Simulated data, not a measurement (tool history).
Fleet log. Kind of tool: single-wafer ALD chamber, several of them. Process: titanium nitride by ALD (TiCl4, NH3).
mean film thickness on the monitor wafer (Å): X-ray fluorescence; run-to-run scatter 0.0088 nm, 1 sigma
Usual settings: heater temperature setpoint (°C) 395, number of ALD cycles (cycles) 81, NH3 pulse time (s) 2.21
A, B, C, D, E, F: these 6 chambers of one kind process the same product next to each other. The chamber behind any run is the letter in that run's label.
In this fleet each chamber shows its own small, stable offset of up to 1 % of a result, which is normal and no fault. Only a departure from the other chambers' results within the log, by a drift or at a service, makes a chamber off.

| run | day | heater temperature setpoint (°C) | number of ALD cycles (cycles) | NH3 pulse time (s) | hours since the last thermocouple change | read-back reference wafer on the same gauge, thickness_nm | mean film thickness on the monitor wafer (Å) |
|---|---|---|---|---|---|---|---|
| 1C | 0.221 | 395 | 81 | 2.21 | 1261.4 | 2.0209 | 17.930 |
| 2F | 0.521 | 395 | 81 | 2.21 | 1208.3 | 2.0180 | 18.111 |
| 3E | 0.812 | 395 | 81 | 2.21 | 1045.2 | 2.0193 | 17.892 |
| 4B | 1.029 | 395 | 81 | 2.21 | 780.1 | 2.0187 | 17.984 |
| 5D | 1.242 | 395 | 81 | 2.21 | 991.6 | 2.0216 | 17.839 |
| 6A | 1.496 | 404 | 81 | 2.21 | 135.9 | 2.0200 | 18.000 |
| 7B | 1.696 | 404 | 81 | 2.21 | 796.1 | 2.0219 | 18.019 |
| 8A | 1.833 | 404 | 81 | 2.21 | 144.0 | 2.0235 | 18.016 |
| 9F | 2.054 | 404 | 81 | 2.21 | 1245.1 | 2.0196 | 17.947 |
| 10D | 2.238 | 404 | 81 | 2.21 | 1015.5 | 2.0218 | 18.082 |
| 11C | 2.521 | 404 | 81 | 2.21 | 1316.6 | 2.0197 | 17.952 |
| 12E | 2.742 | 395 | 81 | 2.21 | 1091.5 | 2.0197 | 17.797 |
| 13A | 2.900 | 395 | 81 | 2.21 | 169.6 | 2.0196 | 17.942 |
| 14C | 3.129 | 395 | 81 | 2.21 | 1331.2 | 2.0200 | 17.954 |
| 15E | 3.350 | 395 | 81 | 2.21 | 1106.1 | 2.0208 | 17.772 |
| 16B | 3.558 | 395 | 81 | 2.21 | 840.8 | 2.0182 | 18.007 |
| 17D | 3.721 | 395 | 81 | 2.21 | 1051.1 | 2.0188 | 17.972 |
| 18F | 3.925 | 395 | 81 | 2.21 | 1290.0 | 2.0210 | 17.909 |
| 19C | 4.067 | 395 | 81 | 2.21 | 1353.7 | 2.0196 | 17.895 |
| 20E | 4.212 | 395 | 81 | 2.21 | 1126.8 | 2.0197 | 17.766 |
| 21D | 4.438 | 395 | 81 | 2.21 | 1068.3 | 2.0202 | 17.918 |
| 22A | 4.646 | 395 | 81 | 2.21 | 211.5 | 2.0193 | 17.779 |
| 23F | 4.825 | 395 | 92 | 2.96 | 1311.6 | 2.0224 | 20.640 |
| 24B | 5.088 | 395 | 92 | 2.96 | 877.5 | 2.0196 | 20.502 |
|  | 5.292 | chamber B: thermocouple changed; heater temperature recalibrated |
| 25B | 5.292 | 395 | 92 | 2.96 | 0.1 | 2.0200 | 20.703 |
| 26A | 5.542 | 395 | 92 | 2.96 | 233.0 | 2.0213 | 20.337 |
| 27E | 5.750 | 395 | 92 | 2.96 | 1163.7 | 2.0229 | 20.563 |
| 28D | 5.912 | 395 | 92 | 2.96 | 1103.7 | 2.0197 | 20.515 |
| 29F | 6.133 | 395 | 81 | 2.21 | 1343.0 | 2.0227 | 17.903 |
| 30C | 6.333 | 395 | 81 | 2.21 | 1408.1 | 2.0194 | 17.956 |
| 31A | 6.571 | 387 | 81 | 2.21 | 257.7 | 2.0202 | 17.705 |
| 32B | 6.804 | 387 | 81 | 2.21 | 36.4 | 2.0184 | 17.930 |
| 33D | 7.000 | 387 | 81 | 2.21 | 1129.8 | 2.0186 | 17.788 |
| 34E | 7.167 | 387 | 81 | 2.21 | 1197.7 | 2.0178 | 17.630 |
| 35C | 7.404 | 387 | 81 | 2.21 | 1433.8 | 2.0197 | 17.819 |
| 36F | 7.617 | 387 | 81 | 2.21 | 1378.6 | 2.0213 | 17.822 |
| 37F | 7.800 | 383 | 81 | 1.53 | 1383.0 | 2.0201 | 17.307 |
| 38E | 8.025 | 383 | 81 | 1.53 | 1218.3 | 2.0182 | 17.092 |
| 39A | 8.192 | 383 | 81 | 1.53 | 296.6 | 2.0169 | 17.230 |
| 40B | 8.492 | 383 | 81 | 1.53 | 76.9 | 2.0207 | 17.486 |
| 41D | 8.675 | 383 | 81 | 1.53 | 1170.0 | 2.0216 | 17.455 |

Is one chamber out of step, is the gauge drifting, or do the chambers differ by no more than their own small offsets? For an off chamber, give its letter and the likeliest cause.

The fleet is healthy, with each chamber sitting at its usual small offset and no drift in the gauge.
